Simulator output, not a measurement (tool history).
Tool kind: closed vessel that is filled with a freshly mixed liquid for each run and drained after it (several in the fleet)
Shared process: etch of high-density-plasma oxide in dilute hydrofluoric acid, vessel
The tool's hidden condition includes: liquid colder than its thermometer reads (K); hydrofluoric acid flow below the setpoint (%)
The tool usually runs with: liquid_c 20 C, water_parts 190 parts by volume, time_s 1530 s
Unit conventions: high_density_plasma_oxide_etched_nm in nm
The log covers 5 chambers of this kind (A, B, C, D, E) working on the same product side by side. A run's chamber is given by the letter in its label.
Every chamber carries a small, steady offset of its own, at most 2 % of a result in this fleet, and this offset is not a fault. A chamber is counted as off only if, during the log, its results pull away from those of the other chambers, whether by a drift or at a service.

run	hour	liquid_c	water_parts	time_s	hours since the thermometer was replaced	hours since the hydrofluoric acid flow meter was replaced	read-back film thickness of the high-density-plasma oxide reference wafer, read on the same gauge (nm)	high_density_plasma_oxide_etched_nm
1A	3.0	20	190	1530	55.9	544.1	130.01	31.789
2B	5.8	20	190	1530	1252.2	1386.7	130.01	30.918
3D	10.3	20	190	1530	1779.0	437.1	130.02	31.568
4C	13.6	20	190	1530	1036.8	1168.4	130.01	31.221
5E	17.2	20	190	1530	446.9	824.1	129.98	30.738
6E	21.9	20	190	1530	451.6	828.8	130.04	31.182
7C	26.8	25	190	710	1050.0	1181.6	130.00	17.768
8D	30.4	25	190	710	1799.1	457.2	130.04	17.763
9A	34.0	25	190	710	86.9	575.1	130.04	17.831
10B	38.3	25	190	710	1284.7	1419.2	130.00	17.727
11A	42.7	25	190	710	95.6	583.8	130.00	17.722
12D	47.7	20	190	1530	1816.4	474.5	130.00	30.713
13C	51.6	20	190	1530	1074.8	1206.4	130.02	31.461
14B	56.7	20	190	1530	1303.1	1437.6	129.98	31.186
15E	61.4	20	190	1530	491.1	868.3	129.98	31.182
16E	66.5	18	190	635	496.2	873.4	129.95	11.893
17B	68.9	18	190	635	1315.3	1449.8	130.03	12.209
18A	71.5	18	190	635	124.4	612.6	130.05	12.091
19D	74.6	18	190	635	1843.3	501.4	129.98	12.176
20C	78.6	18	190	635	1101.8	1233.4	130.01	11.639
21B	83.7	20	190	1530	1330.1	1464.6	129.99	31.875
22C	87.9	20	190	1530	1111.1	1242.7	129.99	30.680
23A	91.1	20	190	1530	144.0	632.2	130.00	31.899
24D	93.5	20	190	1530	1862.2	520.3	130.00	31.352
25E	96.8	20	190	1530	526.5	903.7	129.99	31.302
26C	100.9	20	190	1530	1124.1	1255.7	130.03	30.903
27B	104.8	20	190	1530	1351.2	1485.7	130.01	31.551
28A	108.4	20	190	1530	161.3	649.5	129.97	31.722
29E	111.9	20	190	1530	541.6	918.8	130.00	30.924
30D	115.3	20	190	1530	1884.0	542.1	130.03	31.488
31D	120.5	18	190	1530	1889.2	547.3	129.99	28.734
32B	124.7	18	190	1530	1371.1	1505.6	130.01	29.784
33E	127.9	18	190	1530	557.6	934.8	130.02	28.847
34C	132.2	18	190	1530	1155.4	1287.0	130.01	27.550
35A	134.9	18	190	1530	187.8	676.0	129.97	28.845
36A	138.2	20	190	1530	191.1	679.3	130.01	31.731
37E	140.7	20	190	1530	570.4	947.6	130.00	30.699
38D	143.9	17	190	1530	1912.6	570.7	129.96	27.871
39B	149.1	17	190	1530	1395.5	1530.0	130.04	27.549
40C	154.0	17	190	1530	1177.2	1308.8	130.03	26.115
41B	159.0	17	190	1530	1405.4	1539.9	130.01	27.362
42D	161.7	17	190	1530	1930.4	588.5	130.01	28.226
43C	164.6	20	190	1530	1187.8	1319.4	130.00	28.843
44E	168.1	20	190	1530	597.8	975.0	130.02	31.008

Next, every chamber runs the same settings. What will each give?
45A	171.8	20	190	1015				?
45B	171.8	20	190	1015				?
45C	171.8	20	190	1015				?
45D	171.8	20	190	1015				?
45E	171.8	20	190	1015				?

run	high_density_plasma_oxide_etched_nm
45A	21.150
45B	20.980
45C	19.526
45D	20.829
45E	20.420
